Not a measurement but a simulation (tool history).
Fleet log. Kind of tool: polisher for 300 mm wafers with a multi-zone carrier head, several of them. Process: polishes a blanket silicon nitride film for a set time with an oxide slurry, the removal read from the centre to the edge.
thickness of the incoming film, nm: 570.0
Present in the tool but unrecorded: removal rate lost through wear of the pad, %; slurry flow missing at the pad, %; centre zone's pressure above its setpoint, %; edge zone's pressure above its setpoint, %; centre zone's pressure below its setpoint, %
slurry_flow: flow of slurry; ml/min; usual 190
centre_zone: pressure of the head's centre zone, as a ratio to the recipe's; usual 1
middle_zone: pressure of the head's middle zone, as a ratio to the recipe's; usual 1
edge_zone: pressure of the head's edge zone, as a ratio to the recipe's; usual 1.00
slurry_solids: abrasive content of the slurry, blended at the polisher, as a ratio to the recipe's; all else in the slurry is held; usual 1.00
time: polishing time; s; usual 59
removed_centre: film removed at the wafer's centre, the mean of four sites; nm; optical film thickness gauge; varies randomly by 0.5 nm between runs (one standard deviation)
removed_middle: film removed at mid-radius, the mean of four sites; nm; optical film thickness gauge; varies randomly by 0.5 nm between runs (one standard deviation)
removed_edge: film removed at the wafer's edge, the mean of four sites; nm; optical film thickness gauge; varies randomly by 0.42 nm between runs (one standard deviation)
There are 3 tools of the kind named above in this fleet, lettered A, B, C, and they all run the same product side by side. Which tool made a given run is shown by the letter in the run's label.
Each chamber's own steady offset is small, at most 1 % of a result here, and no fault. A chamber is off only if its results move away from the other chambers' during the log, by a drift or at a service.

| run | day | slurry_flow | centre_zone | middle_zone | edge_zone | slurry_solids | time | wafers polished on this pad | hours since the slurry nozzle was cleaned | hours since the centre zone pressure was calibrated | hours since the edge zone pressure was calibrated | removed_centre | removed_middle | removed_edge |
|---|---|---|---|---|---|---|---|---|---|---|---|---|---|---|
| 1B | 0.292 | 190 | 1 | 1 | 1.00 | 1.00 | 59 | 552 | 823.3 | 824.1 | 1091.5 | 36.775 | 37.884 | 37.281 |
| 2A | 0.583 | 190 | 1 | 1 | 1.00 | 1.00 | 59 | 203 | 505.5 | 1012.8 | 726.8 | 36.417 | 36.754 | 38.063 |
| 3C | 0.925 | 190 | 1 | 1 | 1.00 | 1.00 | 59 | 467 | 335.0 | 778.8 | 427.7 | 36.536 | 37.036 | 36.805 |
| 4C | 1.308 | 190 | 1 | 1 | 1.00 | 1.00 | 59 | 571 | 344.2 | 788.0 | 436.9 | 37.464 | 35.760 | 36.653 |
|  | 1.400 | chamber B: slurry nozzle cleaned |
|  | 1.521 | chamber B: worn pad replaced by a new one |
| 5B | 1.892 | 190 | 1 | 1 | 1.00 | 1.00 | 59 | 101 | 11.9 | 862.5 | 1129.9 | 37.190 | 36.499 | 36.862 |
| 6A | 2.367 | 190 | 1 | 1 | 1.00 | 1.00 | 59 | 686 | 548.3 | 1055.6 | 769.6 | 36.284 | 36.504 | 37.641 |
|  | 2.671 | chamber C: slurry nozzle cleaned |
|  | 2.771 | chamber A: worn pad replaced by a new one |
| 7A | 2.917 | 190 | 1 | 1 | 1.00 | 1.00 | 59 | 39 | 561.5 | 1068.8 | 782.8 | 37.023 | 37.166 | 37.678 |
|  | 3.346 | chamber C: worn pad replaced by a new one |
| 8C | 3.471 | 190 | 1 | 1 | 1.00 | 1.00 | 59 | 34 | 19.2 | 839.9 | 488.8 | 36.758 | 36.574 | 38.383 |
| 9B | 3.892 | 190 | 1 | 1 | 1.00 | 1.00 | 59 | 643 | 59.9 | 910.5 | 1177.9 | 37.238 | 36.563 | 36.834 |
|  | 4.321 | chamber B: worn pad replaced by a new one |
| 10B | 4.475 | 190 | 1 | 1 | 1.00 | 1.00 | 59 | 42 | 73.9 | 924.5 | 1191.9 | 36.407 | 36.796 | 36.864 |
| 11A | 4.850 | 190 | 1 | 1 | 1.05 | 1.25 | 59 | 563 | 607.9 | 1115.2 | 829.2 | 39.961 | 41.488 | 41.758 |
| 12C | 5.129 | 190 | 1 | 1 | 1.05 | 1.25 | 59 | 483 | 59.0 | 879.7 | 528.6 | 39.105 | 40.453 | 42.131 |
| 13B | 5.579 | 190 | 1 | 1 | 1.05 | 1.25 | 59 | 341 | 100.4 | 951.0 | 1218.4 | 40.058 | 40.687 | 42.132 |
|  | 5.721 | chamber A: worn pad replaced by a new one |
| 14C | 6.025 | 190 | 1 | 1 | 0.91 | 1.00 | 59 | 726 | 80.5 | 901.2 | 550.1 | 36.137 | 37.615 | 35.247 |
| 15A | 6.554 | 190 | 1 | 1 | 0.91 | 1.00 | 59 | 226 | 648.8 | 1156.1 | 870.1 | 36.487 | 37.272 | 35.429 |
| 16C | 7.033 | 190 | 1 | 1 | 0.91 | 1.00 | 59 | 999 | 104.7 | 925.4 | 574.3 | 35.937 | 37.648 | 35.222 |
|  | 7.121 | chamber A: slurry nozzle cleaned |
|  | 7.450 | chamber C: worn pad replaced by a new one |
| 17B | 7.625 | 190 | 1 | 1 | 1.00 | 1.00 | 59 | 896 | 149.5 | 1000.1 | 1267.5 | 37.425 | 36.352 | 37.884 |
|  | 7.838 | chamber B: worn pad replaced by a new one |
| 18A | 7.983 | 190 | 1 | 1 | 1.00 | 1.00 | 59 | 613 | 20.8 | 1190.4 | 904.4 | 35.656 | 37.536 | 37.621 |
|  | 8.121 | chamber A: centre zone pressure recalibrated |
| 19B | 8.346 | 190 | 1 | 1 | 1.00 | 1.00 | 59 | 137 | 166.8 | 1017.4 | 1284.8 | 37.548 | 37.100 | 37.192 |
|  | 8.350 | chamber A: worn pad replaced by a new one |
| 20A | 8.704 | 220 | 1 | 1 | 1.00 | 1.00 | 79 | 96 | 38.1 | 14.1 | 921.7 | 49.991 | 51.215 | 51.221 |
| 21C | 9.125 | 220 | 1 | 1 | 1.00 | 1.00 | 79 | 454 | 154.9 | 975.6 | 624.5 | 49.188 | 48.752 | 51.115 |
| 22C | 9.492 | 220 | 1 | 1 | 1.00 | 1.00 | 79 | 553 | 163.7 | 984.4 | 633.3 | 48.310 | 51.279 | 50.386 |
| 23B | 10.029 | 190 | 1 | 1 | 1.00 | 1.00 | 59 | 593 | 207.2 | 1057.8 | 1325.2 | 37.978 | 37.065 | 37.061 |
|  | 10.475 | chamber B: worn pad replaced by a new one |
| 24A | 10.575 | 190 | 1 | 1 | 1.00 | 1.00 | 59 | 603 | 83.0 | 59.0 | 966.6 | 36.200 | 37.507 | 37.148 |
| 25A | 10.879 | 190 | 1 | 1 | 1.00 | 1.00 | 59 | 686 | 90.3 | 66.3 | 973.9 | 36.795 | 36.755 | 37.845 |
|  | 10.971 | chamber C: worn pad replaced by a new one |
| 26C | 11.179 | 190 | 1 | 1 | 1.00 | 1.00 | 59 | 57 | 204.2 | 1024.9 | 673.8 | 34.964 | 37.334 | 37.461 |
|  | 11.367 | chamber A: worn pad replaced by a new one |
| 27B | 11.700 | 190 | 1 | 1 | 0.94 | 1.00 | 66 | 332 | 247.3 | 1097.9 | 1365.3 | 42.036 | 41.405 | 40.509 |
| 28C | 12.275 | 190 | 1 | 1 | 0.94 | 1.00 | 66 | 354 | 230.5 | 1051.2 | 700.1 | 38.953 | 40.789 | 40.294 |
|  | 12.367 | chamber B: edge zone pressure recalibrated |
| 29A | 12.692 | 190 | 1 | 1 | 0.94 | 1.00 | 66 | 359 | 133.8 | 109.8 | 1017.4 | 40.760 | 41.942 | 40.069 |
| 30B | 13.083 | 190 | 1 | 1 | 1.00 | 1.00 | 59 | 706 | 280.5 | 1131.1 | 17.2 | 37.635 | 37.529 | 37.322 |
|  | 13.396 | chamber C: edge zone pressure recalibrated |
| 31A | 13.396 | 190 | 1 | 1 | 1.00 | 1.00 | 59 | 549 | 150.7 | 126.7 | 1034.3 | 36.950 | 37.308 | 37.361 |
| 32B | 13.692 | 190 | 1 | 1 | 1.00 | 1.00 | 59 | 871 | 295.1 | 1145.7 | 31.8 | 37.508 | 36.699 | 37.733 |
|  | 13.983 | chamber B: worn pad replaced by a new one |
| 33C | 14.217 | 190 | 1 | 1 | 1.00 | 1.00 | 59 | 879 | 277.1 | 1097.8 | 19.8 | 34.179 | 36.585 | 36.949 |
|  | 14.438 | chamber C: worn pad replaced by a new one |
| 34B | 14.588 | 190 | 1 | 1 | 1.00 | 1.00 | 59 | 163 | 316.6 | 1167.2 | 53.3 | 36.759 | 37.216 | 37.609 |
| 35C | 14.921 | 190 | 1 | 1 | 1.00 | 1.00 | 59 | 131 | 294.0 | 1114.7 | 36.7 | 34.142 | 36.123 | 37.618 |

The same settings go to every chamber for the next run, one line per chamber below. Forecast the results for each:
| 36A | 15.358 | 190 | 1 | 1 | 1.00 | 1.00 | 59 |  |  |  |  | ? | ? | ? |
| 36B | 15.358 | 190 | 1 | 1 | 1.00 | 1.00 | 59 |  |  |  |  | ? | ? | ? |
| 36C | 15.358 | 190 | 1 | 1 | 1.00 | 1.00 | 59 |  |  |  |  | ? | ? | ? |

| run | removed_centre | removed_middle | removed_edge |
|---|---|---|---|
| 36A | 37.705 | 37.026 | 36.812 |
| 36B | 37.642 | 36.915 | 36.990 |
| 36C | 34.297 | 36.611 | 37.847 |

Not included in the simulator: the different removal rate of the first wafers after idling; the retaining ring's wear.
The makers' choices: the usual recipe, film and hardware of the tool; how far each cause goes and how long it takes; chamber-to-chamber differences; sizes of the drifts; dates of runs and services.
